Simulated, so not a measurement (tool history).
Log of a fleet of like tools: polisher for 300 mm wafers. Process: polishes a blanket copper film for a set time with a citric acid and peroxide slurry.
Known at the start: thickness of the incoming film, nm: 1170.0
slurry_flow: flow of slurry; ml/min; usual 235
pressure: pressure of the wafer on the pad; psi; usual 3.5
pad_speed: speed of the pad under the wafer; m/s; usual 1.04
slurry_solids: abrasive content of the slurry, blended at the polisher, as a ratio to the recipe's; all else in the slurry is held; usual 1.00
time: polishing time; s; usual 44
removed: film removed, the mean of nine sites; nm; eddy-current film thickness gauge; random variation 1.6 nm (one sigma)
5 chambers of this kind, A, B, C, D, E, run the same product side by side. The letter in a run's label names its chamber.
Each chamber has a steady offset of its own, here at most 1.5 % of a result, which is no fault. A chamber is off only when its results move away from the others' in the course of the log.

run,hour,slurry_flow,pressure,pad_speed,slurry_solids,time,wafers polished on this pad,hours since the slurry nozzle was cleaned,hours since the head pressure was calibrated,hours since the slurry blender was calibrated,removed
1B,6.3,235,3.5,1.04,1.00,44,504,39.9,570.7,260.5,140.95
# hour 13.5: chamber A: slurry blender recalibrated
2A,14.7,235,3.5,1.04,1.00,44,902,98.2,1143.6,1.3,145.39
# hour 16.4: chamber A: head pressure recalibrated
3E,21.7,235,3.5,1.04,1.00,44,560,297.7,200.1,223.0,147.64
4D,33.7,235,3.5,1.04,1.00,44,685,564.4,312.0,45.6,143.30
# hour 35.2: chamber D: worn pad replaced by a new one
5C,45.5,235,3.5,1.04,1.00,44,676,425.7,602.6,128.6,142.18
6B,52.2,235,3.5,1.04,1.00,44,837,85.8,616.6,306.4,139.51
7A,58.3,235,3.5,1.04,1.00,44,1218,141.8,41.9,44.9,140.89
# hour 62.4: chamber E: slurry nozzle cleaned
8E,64.9,235,3.5,1.04,1.00,44,874,2.5,243.3,266.2,144.13
9C,77.0,235,3.5,1.04,1.00,44,905,457.2,634.1,160.1,143.72
# hour 82.2: chamber B: slurry blender recalibrated
10D,88.7,235,3.5,1.04,1.00,44,388,619.4,367.0,100.6,145.75
11E,95.5,235,3.5,1.04,1.00,44,1096,33.1,273.9,296.8,143.58
12A,103.3,235,3.5,1.04,1.00,44,1545,186.8,86.9,89.9,139.14
13C,115.4,235,3.5,1.04,1.00,44,1184,495.6,672.5,198.5,145.63
# hour 121.9: chamber B: worn pad replaced by a new one
14B,127.0,235,3.5,1.04,1.00,44,37,160.6,691.4,44.8,139.92
# hour 134.1: chamber A: slurry blender recalibrated
# hour 134.4: chamber E: worn pad replaced by a new one
15D,136.5,235,3.5,1.04,1.00,44,735,667.2,414.8,148.4,141.50
# hour 143.6: chamber D: worn pad replaced by a new one
16B,144.0,235,4.4,1.04,1.00,31,160,177.6,708.4,61.8,124.06
17E,153.1,235,4.4,1.04,1.00,31,136,90.7,331.5,354.4,126.63
# hour 160.8: chamber C: worn pad replaced by a new one
18A,160.9,235,4.4,1.04,1.00,31,1963,244.4,144.5,26.8,120.29
# hour 166.6: chamber C: slurry blender recalibrated
19C,167.7,235,4.4,1.04,1.00,31,50,547.9,724.8,1.2,126.23
20D,177.2,235,4.4,1.04,1.00,31,244,707.9,455.5,189.1,126.76
# hour 180.3: chamber B: slurry nozzle cleaned
# hour 180.5: chamber C: slurry nozzle cleaned
21B,184.5,235,3.5,1.04,1.00,44,454,4.2,748.9,102.3,143.53
22C,189.9,235,3.5,1.04,1.00,44,211,9.4,747.0,23.4,145.18
23A,197.1,235,3.5,1.04,1.00,44,2226,280.6,180.7,63.0,137.88
# hour 199.7: chamber D: head pressure recalibrated
24E,208.8,235,3.5,1.16,1.15,44,540,146.4,387.2,410.1,164.27
# hour 214.1: chamber D: slurry blender recalibrated
25D,218.0,235,3.5,1.16,1.15,44,540,748.7,18.3,3.9,162.89
# hour 219.8: chamber E: slurry blender recalibrated
26A,225.5,235,3.5,1.16,1.15,44,2432,309.0,209.1,91.4,155.13
# hour 226.3: chamber B: head pressure recalibrated
27B,236.7,235,3.5,1.16,1.15,44,833,56.4,10.5,154.5,161.08
28D,243.5,235,3.5,1.16,1.15,44,725,774.2,43.8,29.4,163.46
# hour 245.1: chamber D: worn pad replaced by a new one
# hour 251.8: chamber A: slurry blender recalibrated
29E,253.0,235,3.5,1.04,1.00,44,861,190.6,431.4,33.2,146.27
30C,264.4,235,3.5,1.04,1.00,44,752,83.9,821.5,97.9,143.05
# hour 268.4: chamber D: slurry nozzle cleaned
31B,272.2,235,3.5,1.04,1.00,44,1091,91.9,46.0,190.0,140.47
32C,279.4,235,3.1,1.04,0.90,44,861,98.9,836.5,112.9,125.67
33D,287.5,235,3.1,1.04,0.90,44,308,19.1,87.8,73.4,124.14
34A,293.4,235,3.1,1.04,0.90,44,2925,376.9,277.0,41.7,117.07

Next, every chamber runs the same settings. What will each give?
35A,302.2,235,3.5,1.04,1.00,44,,,,,?
35B,302.2,235,3.5,1.04,1.00,44,,,,,?
35C,302.2,235,3.5,1.04,1.00,44,,,,,?
35D,302.2,235,3.5,1.04,1.00,44,,,,,?
35E,302.2,235,3.5,1.04,1.00,44,,,,,?

run,removed
35A,132.51
35B,140.88
35C,143.51
35D,142.56
35E,146.27

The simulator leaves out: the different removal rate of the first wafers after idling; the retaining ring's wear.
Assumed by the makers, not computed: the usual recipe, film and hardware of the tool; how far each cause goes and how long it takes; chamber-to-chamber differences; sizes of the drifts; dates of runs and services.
